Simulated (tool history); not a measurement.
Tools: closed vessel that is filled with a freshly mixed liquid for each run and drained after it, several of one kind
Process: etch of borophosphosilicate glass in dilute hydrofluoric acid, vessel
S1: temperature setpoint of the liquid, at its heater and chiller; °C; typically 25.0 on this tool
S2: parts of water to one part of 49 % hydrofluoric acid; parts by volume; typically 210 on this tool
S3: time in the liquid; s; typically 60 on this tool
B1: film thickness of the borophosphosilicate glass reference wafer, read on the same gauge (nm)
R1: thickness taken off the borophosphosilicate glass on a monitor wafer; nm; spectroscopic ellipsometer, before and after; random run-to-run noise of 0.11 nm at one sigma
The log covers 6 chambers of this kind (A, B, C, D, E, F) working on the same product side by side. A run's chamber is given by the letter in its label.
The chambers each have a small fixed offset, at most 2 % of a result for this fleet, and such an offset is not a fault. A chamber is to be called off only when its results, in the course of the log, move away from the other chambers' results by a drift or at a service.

run   hour    S1   S2  S3      B1      R1
 1D    3.3  25.0  210  60  39.990  22.752
 2A    8.2  25.0  210  60  39.991  22.521
 3F   12.6  25.0  210  60  39.992  22.313
 4C   18.5  25.0  210  60  39.950  22.307
 5B   24.8  25.0  210  60  39.988  22.408
 6E   30.9  25.0  210  60  40.020  22.837
 7C   36.8  25.0  210  60  39.994  22.276
 8D   41.8  20.5  110  60  40.007  40.331
 9E   47.4  20.5  110  60  39.993  41.010
10A   51.1  20.5  110  60  40.012  40.492
11B   55.9  20.5  110  60  40.009  39.507
12F   59.8  20.5  110  60  39.999  41.084
13E   64.7  20.5  110  60  39.972  41.432
14B   70.6  25.0  210  60  40.004  22.286
15D   77.4  25.0  210  60  39.975  22.598
16F   83.5  25.0  210  60  40.013  22.466
      89.0  -- chamber D: thermometer replaced
17C   89.6  25.0  210  60  39.963  22.405
18A   96.2  25.0  210  60  40.010  22.422
19F  103.2  25.0  210  60  39.956  22.432
20E  109.1  25.0  210  60  39.993  22.377
21D  112.8  25.0  210  60  40.007  22.557
22A  117.1  25.0  210  60  39.969  22.440
23B  121.4  25.0  210  60  39.989  22.301
24C  127.6  25.0  115  85  39.926  65.577
25C  134.1  25.0  115  85  39.989  65.219
26F  138.4  25.0  115  85  39.976  65.990
27D  143.6  25.0  115  85  40.014  65.376
     145.7  -- chamber C: thermometer replaced
28B  149.4  25.0  115  85  40.013  63.649
29A  155.4  25.0  115  85  39.956  65.661
30E  160.4  25.0  210  60  40.028  22.347
31B  167.6  25.0  210  60  40.031  22.383
     172.0  -- chamber D: hydrofluoric acid flow meter replaced
32E  173.8  25.0  210  60  40.062  22.013
33A  180.3  25.0  210  60  39.985  22.413
34D  185.2  25.0  210  60  40.013  22.589
35C  188.9  25.0  210  60  40.019  22.251
36F  194.7  25.0  210  60  40.006  22.503
37A  201.4  25.0  210  60  40.003  22.470
     203.4  -- chamber C: hydrofluoric acid flow meter replaced
38C  206.4  27.5  210  35  40.005  14.246
39F  213.1  27.5  210  35  40.025  14.309

One chamber off, gauge drift, or nothing amiss beyond the chambers' own small offsets? If it is a chamber, which one, and what is the likeliest cause?

It is chamber E that slowly wanders off from its peers.
Most likely cause: hydrofluoric acid flow below the setpoint (%) = 3.6.
The log may not separate it from: liquid colder than its thermometer reads (K).

Chamber E could run next with any of the 4 candidate recipes listed below; each alters the usual settings, and their results appear as question marks. Which one brings its results back in line with what the other chambers deliver on the usual settings?
Counts as in line when no further than this from what the other chambers average on the usual settings: R1 0.380 nm
40E-1  218.4  25.0  200  60       ?
40E-2  218.4  25.0  205  60       ?
40E-3  218.4  25.0  220  60       ?
40E-4  218.4  25.0  215  60       ?

What the other chambers average on the usual settings: R1 22.431 nm
  run      R1
40E-1  23.231
40E-2  22.536
40E-3  20.645
40E-4  21.245
With 40E-2, the chamber falls back in line with the rest.
